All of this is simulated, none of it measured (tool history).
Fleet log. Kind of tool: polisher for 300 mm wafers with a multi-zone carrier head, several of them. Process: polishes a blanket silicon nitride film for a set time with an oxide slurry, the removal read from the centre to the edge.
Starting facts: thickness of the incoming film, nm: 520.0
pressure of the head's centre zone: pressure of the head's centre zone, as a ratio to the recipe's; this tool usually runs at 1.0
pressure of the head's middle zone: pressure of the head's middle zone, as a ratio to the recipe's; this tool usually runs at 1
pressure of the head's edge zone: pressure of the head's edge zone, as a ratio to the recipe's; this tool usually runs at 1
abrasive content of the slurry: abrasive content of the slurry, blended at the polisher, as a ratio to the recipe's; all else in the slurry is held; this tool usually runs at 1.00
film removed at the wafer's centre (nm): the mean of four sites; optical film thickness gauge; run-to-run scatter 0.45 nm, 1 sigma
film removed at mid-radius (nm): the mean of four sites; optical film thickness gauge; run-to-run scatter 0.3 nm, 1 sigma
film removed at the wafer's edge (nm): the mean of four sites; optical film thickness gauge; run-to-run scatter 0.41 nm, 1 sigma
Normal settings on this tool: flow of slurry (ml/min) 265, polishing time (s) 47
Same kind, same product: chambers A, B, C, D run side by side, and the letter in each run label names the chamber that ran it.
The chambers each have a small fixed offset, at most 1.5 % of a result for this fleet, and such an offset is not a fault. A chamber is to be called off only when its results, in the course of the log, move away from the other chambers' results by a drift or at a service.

| run | day | flow of slurry (ml/min) | pressure of the head's centre zone | pressure of the head's middle zone | pressure of the head's edge zone | abrasive content of the slurry | polishing time (s) | film removed at the wafer's centre (nm) | film removed at mid-radius (nm) | film removed at the wafer's edge (nm) |
|---|---|---|---|---|---|---|---|---|---|---|
| 1B | 0.175 | 265 | 1.0 | 1 | 1 | 1.00 | 47 | 31.028 | 30.505 | 31.291 |
| 2A | 0.425 | 265 | 1.0 | 1 | 1 | 1.00 | 47 | 30.755 | 31.034 | 31.174 |
| 3D | 0.621 | 265 | 1.0 | 1 | 1 | 1.00 | 47 | 31.432 | 30.718 | 31.384 |
| 4C | 0.971 | 265 | 1.0 | 1 | 1 | 1.00 | 47 | 30.889 | 30.455 | 30.903 |
| 5A | 1.258 | 265 | 1.1 | 1 | 1 | 1.00 | 60 | 43.791 | 39.277 | 39.779 |
|  | 1.329 | chamber C: worn pad replaced by a new one |
| 6D | 1.488 | 265 | 1.1 | 1 | 1 | 1.00 | 60 | 44.206 | 39.493 | 39.024 |
| 7B | 1.754 | 265 | 1.1 | 1 | 1 | 1.00 | 60 | 42.240 | 39.357 | 39.787 |
| 8C | 1.975 | 265 | 1.1 | 1 | 1 | 1.00 | 60 | 44.018 | 39.172 | 38.793 |
|  | 2.283 | chamber A: worn pad replaced by a new one |
| 9C | 2.292 | 265 | 1.0 | 1 | 1 | 1.00 | 47 | 31.161 | 31.144 | 31.299 |
| 10B | 2.479 | 265 | 1.0 | 1 | 1 | 1.00 | 47 | 30.672 | 30.650 | 31.254 |
| 11A | 2.825 | 265 | 1.0 | 1 | 1 | 1.00 | 47 | 31.548 | 31.263 | 31.348 |
|  | 2.921 | chamber B: slurry nozzle cleaned |
| 12D | 3.054 | 265 | 1.0 | 1 | 1 | 1.00 | 47 | 30.473 | 30.130 | 30.453 |
| 13C | 3.388 | 310 | 1.0 | 1 | 1 | 1.10 | 47 | 32.587 | 32.479 | 33.108 |
| 14A | 3.683 | 310 | 1.0 | 1 | 1 | 1.10 | 47 | 32.939 | 32.554 | 32.830 |
| 15D | 3.846 | 310 | 1.0 | 1 | 1 | 1.10 | 47 | 31.663 | 30.844 | 31.017 |
| 16B | 4.008 | 310 | 1.0 | 1 | 1 | 1.10 | 47 | 32.499 | 32.793 | 32.771 |
| 17C | 4.162 | 265 | 1.0 | 1 | 1 | 1.00 | 47 | 31.285 | 30.922 | 30.447 |
| 18A | 4.408 | 265 | 1.0 | 1 | 1 | 1.00 | 47 | 31.012 | 30.879 | 30.662 |
|  | 4.412 | chamber C: slurry nozzle cleaned |
| 19B | 4.608 | 265 | 1.0 | 1 | 1 | 1.00 | 47 | 30.894 | 30.884 | 31.590 |
| 20D | 4.783 | 265 | 1.0 | 1 | 1 | 1.00 | 47 | 29.553 | 28.681 | 29.538 |
| 21C | 5.012 | 265 | 1.0 | 1 | 1 | 1.00 | 47 | 31.172 | 30.545 | 30.383 |
| 22A | 5.279 | 265 | 1.0 | 1 | 1 | 1.00 | 47 | 31.633 | 31.162 | 31.251 |
| 23D | 5.500 | 265 | 1.0 | 1 | 1 | 1.00 | 47 | 28.817 | 27.865 | 29.032 |
|  | 5.550 | chamber B: worn pad replaced by a new one |
| 24B | 5.742 | 265 | 1.0 | 1 | 1 | 1.00 | 47 | 30.260 | 31.253 | 31.419 |

Decide between three cases: one chamber stands off from its peers, the gauge reading all wafers drifts, or nothing is wrong past each chamber's small offset. Where a chamber is off, say which and what most likely put it there.

One chamber, D, drifts off from the rest bit by bit.
Likeliest cause: removal rate lost through wear of the pad, % = 9.14.

Which of the 4 candidates below, each the usual settings with something changed and its results left as question marks, puts chamber D back in line with what the other chambers give on the usual settings?
Allowed miss from the other chambers' usual-settings mean, per result, to count as in line: film removed at the wafer's centre (nm) 1.600; film removed at mid-radius (nm) 1.000; film removed at the wafer's edge (nm) 1.400
| 25D-1 | 5.996 | 260 | 1.0 | 0.99 | 1.00 | 0.95 | 44 | ? | ? | ? |
| 25D-2 | 5.996 | 270 | 1.0 | 1.01 | 1.00 | 1.05 | 50 | ? | ? | ? |
| 25D-3 | 5.996 | 260 | 1.0 | 0.98 | 1.01 | 0.95 | 41 | ? | ? | ? |
| 25D-4 | 5.996 | 270 | 1.0 | 1.02 | 0.99 | 1.05 | 54 | ? | ? | ? |

Other chambers, usual settings, mean: film removed at the wafer's centre (nm) 31.041; film removed at mid-radius (nm) 30.843; film removed at the wafer's edge (nm) 30.974
| run | film removed at the wafer's centre (nm) | film removed at mid-radius (nm) | film removed at the wafer's edge (nm) |
|---|---|---|---|
| 25D-1 | 25.777 | 25.216 | 25.824 |
| 25D-2 | 30.793 | 30.664 | 30.791 |
| 25D-3 | 24.018 | 23.278 | 24.192 |
| 25D-4 | 33.259 | 33.419 | 33.076 |
With 25D-2, the chamber falls back in line with the rest.
